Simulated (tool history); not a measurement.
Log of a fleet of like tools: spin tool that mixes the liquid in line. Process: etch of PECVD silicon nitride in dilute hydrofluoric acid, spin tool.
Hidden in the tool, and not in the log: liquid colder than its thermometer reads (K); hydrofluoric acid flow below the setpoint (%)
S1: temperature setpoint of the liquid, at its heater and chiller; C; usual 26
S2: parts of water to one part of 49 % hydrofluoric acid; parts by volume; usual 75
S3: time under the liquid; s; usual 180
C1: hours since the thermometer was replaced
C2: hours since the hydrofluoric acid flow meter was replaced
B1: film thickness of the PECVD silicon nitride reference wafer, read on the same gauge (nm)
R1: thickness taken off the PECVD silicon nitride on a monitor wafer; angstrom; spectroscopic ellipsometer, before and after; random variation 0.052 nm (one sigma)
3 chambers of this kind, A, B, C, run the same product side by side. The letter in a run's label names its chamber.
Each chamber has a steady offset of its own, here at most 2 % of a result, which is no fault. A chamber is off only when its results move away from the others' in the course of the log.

run 1C hour=5.6 | S1=26 S2=75 S3=180 | C1=219.6 C2=474.6 | B1=79.965 | R1=152.58
run 2B hour=13 | S1=26 S2=75 S3=180 | C1=1700.9 C2=358.4 | B1=79.984 | R1=151.96
run 3A hour=17.8 | S1=26 S2=75 S3=180 | C1=2152.7 C2=1337.8 | B1=80.011 | R1=154.72
run 4A hour=24.1 | S1=26 S2=75 S3=180 | C1=2159 C2=1344.1 | B1=80.003 | R1=154.6
run 5C hour=31 | S1=26 S2=75 S3=180 | C1=245 C2=500 | B1=79.982 | R1=152.73
run 6B hour=38.7 | S1=26 S2=75 S3=180 | C1=1726.6 C2=384.1 | B1=80.022 | R1=152.2
run 7B hour=46.8 | S1=26 S2=75 S3=180 | C1=1734.7 C2=392.2 | B1=80.006 | R1=151.92
run 8C hour=55.2 | S1=26 S2=105 S3=180 | C1=269.2 C2=524.2 | B1=80.004 | R1=110.03
-- hour=58.3 chamber A: thermometer replaced
run 9A hour=58.8 | S1=26 S2=105 S3=180 | C1=0.6 C2=1378.8 | B1=80.011 | R1=110.82
run 10B hour=66.7 | S1=26 S2=105 S3=180 | C1=1754.6 C2=412.1 | B1=80.026 | R1=108.89
run 11C hour=73.8 | S1=26 S2=75 S3=180 | C1=287.8 C2=542.8 | B1=80.001 | R1=153.19
run 12A hour=79.3 | S1=26 S2=75 S3=180 | C1=21.1 C2=1399.3 | B1=79.994 | R1=154.32
run 13A hour=84.2 | S1=26 S2=75 S3=180 | C1=26 C2=1404.2 | B1=80.022 | R1=154.32
run 14B hour=92.4 | S1=26 S2=75 S3=180 | C1=1780.3 C2=437.8 | B1=80.022 | R1=150.82
run 15C hour=99.4 | S1=26 S2=50 S3=180 | C1=313.4 C2=568.4 | B1=80.014 | R1=227.56
run 16B hour=103.4 | S1=26 S2=50 S3=180 | C1=1791.3 C2=448.8 | B1=79.98 | R1=228.07
run 17A hour=107.7 | S1=26 S2=50 S3=180 | C1=49.5 C2=1427.7 | B1=80.026 | R1=232.65
run 18C hour=114.6 | S1=26 S2=75 S3=180 | C1=328.6 C2=583.6 | B1=79.997 | R1=152.93
run 19B hour=120.2 | S1=26 S2=105 S3=180 | C1=1808.1 C2=465.6 | B1=80.021 | R1=107.4
run 20A hour=127.9 | S1=26 S2=105 S3=180 | C1=69.7 C2=1447.9 | B1=79.986 | R1=110.91
run 21C hour=134.3 | S1=26 S2=105 S3=180 | C1=348.3 C2=603.3 | B1=79.996 | R1=109.93
run 22B hour=139.6 | S1=26 S2=75 S3=180 | C1=1827.5 C2=485 | B1=79.998 | R1=151.59
run 23A hour=146.2 | S1=26 S2=75 S3=180 | C1=88 C2=1466.2 | B1=79.975 | R1=155.15
run 24C hour=152.7 | S1=26 S2=75 S3=180 | C1=366.7 C2=621.7 | B1=79.98 | R1=153.52
run 25B hour=160.1 | S1=26 S2=75 S3=180 | C1=1848 C2=505.5 | B1=79.989 | R1=152.39
run 26C hour=164.9 | S1=26 S2=75 S3=180 | C1=378.9 C2=633.9 | B1=79.976 | R1=153.5
run 27A hour=173 | S1=26 S2=75 S3=180 | C1=114.8 C2=1493 | B1=80.002 | R1=154.38
run 28C hour=178 | S1=26 S2=75 S3=180 | C1=392 C2=647 | B1=80.003 | R1=153.26
run 29A hour=185.4 | S1=26 S2=75 S3=180 | C1=127.2 C2=1505.4 | B1=80.002 | R1=154

Next, every chamber runs the same settings. What will each give?
run 30A hour=191.3 | S1=22 S2=75 S3=180 | R1=?
run 30B hour=191.3 | S1=22 S2=75 S3=180 | R1=?
run 30C hour=191.3 | S1=22 S2=75 S3=180 | R1=?

run=30A R1=118.61
run=30B R1=116.68
run=30C R1=118.12
